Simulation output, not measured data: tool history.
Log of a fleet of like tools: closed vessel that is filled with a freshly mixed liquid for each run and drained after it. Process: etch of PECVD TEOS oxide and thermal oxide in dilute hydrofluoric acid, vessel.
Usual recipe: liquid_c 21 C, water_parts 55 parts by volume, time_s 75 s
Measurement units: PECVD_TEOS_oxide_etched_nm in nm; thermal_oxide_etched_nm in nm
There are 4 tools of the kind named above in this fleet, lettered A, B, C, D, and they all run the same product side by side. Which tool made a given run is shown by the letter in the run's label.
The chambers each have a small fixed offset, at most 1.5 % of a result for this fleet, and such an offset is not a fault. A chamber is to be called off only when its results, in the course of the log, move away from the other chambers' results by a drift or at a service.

run	hour	liquid_c	water_parts	time_s	read-back film thickness of the PECVD TEOS oxide reference wafer, read on the same gauge (nm)	read-back film thickness of the thermal oxide reference wafer, read on the same gauge (nm)	PECVD_TEOS_oxide_etched_nm	thermal_oxide_etched_nm
1D	4.1	21	55	75	139.98	40.013	29.056	6.1346
2A	8.3	21	55	75	139.94	40.019	29.905	6.1394
3C	12.4	21	55	75	140	39.997	29.783	6.0706
4B	16.2	21	55	75	139.96	40.006	30.052	6.1184
5A	19.9	21	55	75	139.97	40.003	30.049	6.0911
# hour 20.7: chamber A: hydrofluoric acid flow meter replaced
6D	21.7	21	55	75	140.02	39.976	29.402	6.2312
7B	25.6	21	55	75	140.05	39.99	30.222	6.18
8C	28.6	21	55	75	140.03	40.024	29.708	6.0861
9C	31.1	21	55	50	139.97	40.019	19.886	4.045
10B	34.5	21	55	50	140.01	40.028	20.107	4.079
11A	37.6	21	55	50	139.98	40.024	19.849	4.0783
12D	41	21	55	50	139.96	39.981	19.55	4.119
13B	43	21	55	75	140.04	39.997	30.027	6.1878
14D	45	21	55	75	140.01	40.009	29.662	6.2279
15C	47.1	21	55	75	140.01	39.991	29.578	6.0725
16A	49.2	21	80	105	140.01	39.999	28.186	5.7848
17C	51.8	21	80	105	140.03	40.027	27.812	5.6232
18A	53.8	21	80	105	140.02	40.012	28.289	5.7685
19D	56.3	21	80	105	140.02	40.02	27.58	5.7707
20B	58.7	17.5	40	75	140.02	40.011	36.432	7.335
21D	60.8	17.5	40	75	140.01	40.001	35.611	7.5091
22A	64.3	17.5	40	75	139.99	39.97	35.827	7.358
23B	68.4	17.5	40	75	140.03	40.002	36.015	7.3822
24C	70.4	21	55	75	140.02	39.989	29.975	6.061
25D	72.2	21	55	75	139.96	40.027	29.458	6.2073
26A	74.1	21	55	75	139.99	39.985	29.951	6.1601
27C	77.8	21	55	75	140	39.994	30.013	6.1033
28B	79.6	21	55	45	140	39.971	18.13	3.6952
29A	81.5	21	55	45	139.99	39.984	18.088	3.7109
30D	85.1	21	55	45	139.94	39.985	17.759	3.6898
31B	88.9	21	55	45	140	39.993	18.071	3.7175
32C	92.7	21	55	75	139.95	40.012	29.845	6.0347
33B	96.6	21	55	75	139.97	39.998	30.097	6.1012
34A	99	21	55	60	139.98	40.002	24.009	4.8993
35D	102.8	21	55	60	139.99	40.016	23.458	4.9534
36C	106.1	21	55	60	140.04	39.992	24.072	4.835

One chamber off, gauge drift, or nothing amiss beyond the chambers' own small offsets? If it is a chamber, which one, and what is the likeliest cause?

No chamber is off and the gauge is stable; the differences are just each chamber's small, constant offset.
